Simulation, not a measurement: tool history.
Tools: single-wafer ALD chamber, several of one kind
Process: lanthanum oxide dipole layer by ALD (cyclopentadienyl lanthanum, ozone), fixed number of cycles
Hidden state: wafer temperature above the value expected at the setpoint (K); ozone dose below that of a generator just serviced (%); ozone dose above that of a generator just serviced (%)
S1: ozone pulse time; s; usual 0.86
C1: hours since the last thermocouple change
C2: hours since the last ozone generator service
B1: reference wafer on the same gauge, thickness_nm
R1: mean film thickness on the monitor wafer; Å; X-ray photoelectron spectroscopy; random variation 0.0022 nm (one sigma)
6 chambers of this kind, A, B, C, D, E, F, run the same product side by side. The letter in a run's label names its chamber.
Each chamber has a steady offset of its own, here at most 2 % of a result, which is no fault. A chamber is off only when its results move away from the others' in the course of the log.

-- hour=0.6 chamber F: ozone generator serviced
run 1C hour=8.4 | S1=0.86 | C1=752.6 C2=870.4 | B1=0.42431 | R1=4.7132
run 2D hour=19.9 | S1=0.86 | C1=116.4 C2=44.3 | B1=0.42434 | R1=4.8445
run 3F hour=27.3 | S1=0.86 | C1=2811.5 C2=26.8 | B1=0.42346 | R1=4.7195
run 4B hour=34.5 | S1=0.86 | C1=1355.6 C2=517.2 | B1=0.42385 | R1=4.7722
run 5E hour=41.4 | S1=0.86 | C1=1466.9 C2=846.1 | B1=0.42413 | R1=4.7697
run 6A hour=49.8 | S1=0.98 | C1=953.6 C2=597.7 | B1=0.42408 | R1=4.9517
run 7F hour=59.3 | S1=0.98 | C1=2843.5 C2=58.8 | B1=0.42370 | R1=4.9484
run 8C hour=68.9 | S1=0.98 | C1=813.1 C2=930.9 | B1=0.42432 | R1=4.9141
run 9E hour=80.6 | S1=0.98 | C1=1506.1 C2=885.3 | B1=0.42372 | R1=4.9528
run 10A hour=89.7 | S1=0.98 | C1=993.5 C2=637.6 | B1=0.42367 | R1=4.9579
run 11B hour=95.8 | S1=0.98 | C1=1416.9 C2=578.5 | B1=0.42353 | R1=4.9478
run 12D hour=107.4 | S1=0.86 | C1=203.9 C2=131.8 | B1=0.42406 | R1=4.8496
run 13F hour=114.8 | S1=0.86 | C1=2899.0 C2=114.3 | B1=0.42360 | R1=4.7429
run 14A hour=123.9 | S1=0.86 | C1=1027.7 C2=671.8 | B1=0.42412 | R1=4.7528
run 15D hour=136.1 | S1=1.06 | C1=232.6 C2=160.5 | B1=0.42422 | R1=5.2291
run 16C hour=145.8 | S1=1.06 | C1=890.0 C2=1007.8 | B1=0.42429 | R1=5.0577
run 17B hour=157.9 | S1=1.06 | C1=1479.0 C2=640.6 | B1=0.42429 | R1=5.0965
run 18E hour=168.5 | S1=1.06 | C1=1594.0 C2=973.2 | B1=0.42413 | R1=5.0982
run 19E hour=177.2 | S1=1.06 | C1=1602.7 C2=981.9 | B1=0.42411 | R1=5.0711
run 20A hour=185.0 | S1=1.06 | C1=1088.8 C2=732.9 | B1=0.42388 | R1=5.1064
run 21D hour=191.1 | S1=0.86 | C1=287.6 C2=215.5 | B1=0.42372 | R1=4.8121
run 22F hour=197.9 | S1=0.86 | C1=2982.1 C2=197.4 | B1=0.42386 | R1=4.7825
run 23B hour=204.4 | S1=0.86 | C1=1525.5 C2=687.1 | B1=0.42432 | R1=4.7280
run 24C hour=210.6 | S1=0.86 | C1=954.8 C2=1072.6 | B1=0.42393 | R1=4.7310
run 25E hour=220.5 | S1=0.86 | C1=1646.0 C2=1025.2 | B1=0.42421 | R1=4.7335
run 26F hour=227.6 | S1=0.86 | C1=3011.8 C2=227.1 | B1=0.42377 | R1=4.7469
run 27C hour=235.5 | S1=0.86 | C1=979.7 C2=1097.5 | B1=0.42417 | R1=4.6880
run 28A hour=242.8 | S1=0.86 | C1=1146.6 C2=790.7 | B1=0.42376 | R1=4.7694
run 29B hour=249.5 | S1=0.86 | C1=1570.6 C2=732.2 | B1=0.42421 | R1=4.7404
run 30D hour=256.3 | S1=0.86 | C1=352.8 C2=280.7 | B1=0.42439 | R1=4.8175
run 31E hour=268.5 | S1=0.86 | C1=1694.0 C2=1073.2 | B1=0.42403 | R1=4.7488
run 32D hour=275.5 | S1=0.86 | C1=372.0 C2=299.9 | B1=0.42385 | R1=4.8429
run 33B hour=280.8 | S1=0.73 | C1=1601.9 C2=763.5 | B1=0.42356 | R1=4.4538
run 34C hour=287.3 | S1=0.73 | C1=1031.5 C2=1149.3 | B1=0.42372 | R1=4.3931
run 35A hour=296.3 | S1=0.73 | C1=1200.1 C2=844.2 | B1=0.42422 | R1=4.4280
-- hour=303.6 chamber F: thermocouple changed; heater temperature recalibrated
run 36F hour=306.1 | S1=0.73 | C1=2.5 C2=305.6 | B1=0.42396 | R1=4.4530
run 37D hour=318.1 | S1=0.73 | C1=414.6 C2=342.5 | B1=0.42428 | R1=4.4868

What goes on in this fleet: one chamber off, a drifting gauge, or nothing beyond the chambers' own small offsets? Name the chamber and the cause, if any.

No chamber stands off beyond its own small offset, and the gauge holds steady.

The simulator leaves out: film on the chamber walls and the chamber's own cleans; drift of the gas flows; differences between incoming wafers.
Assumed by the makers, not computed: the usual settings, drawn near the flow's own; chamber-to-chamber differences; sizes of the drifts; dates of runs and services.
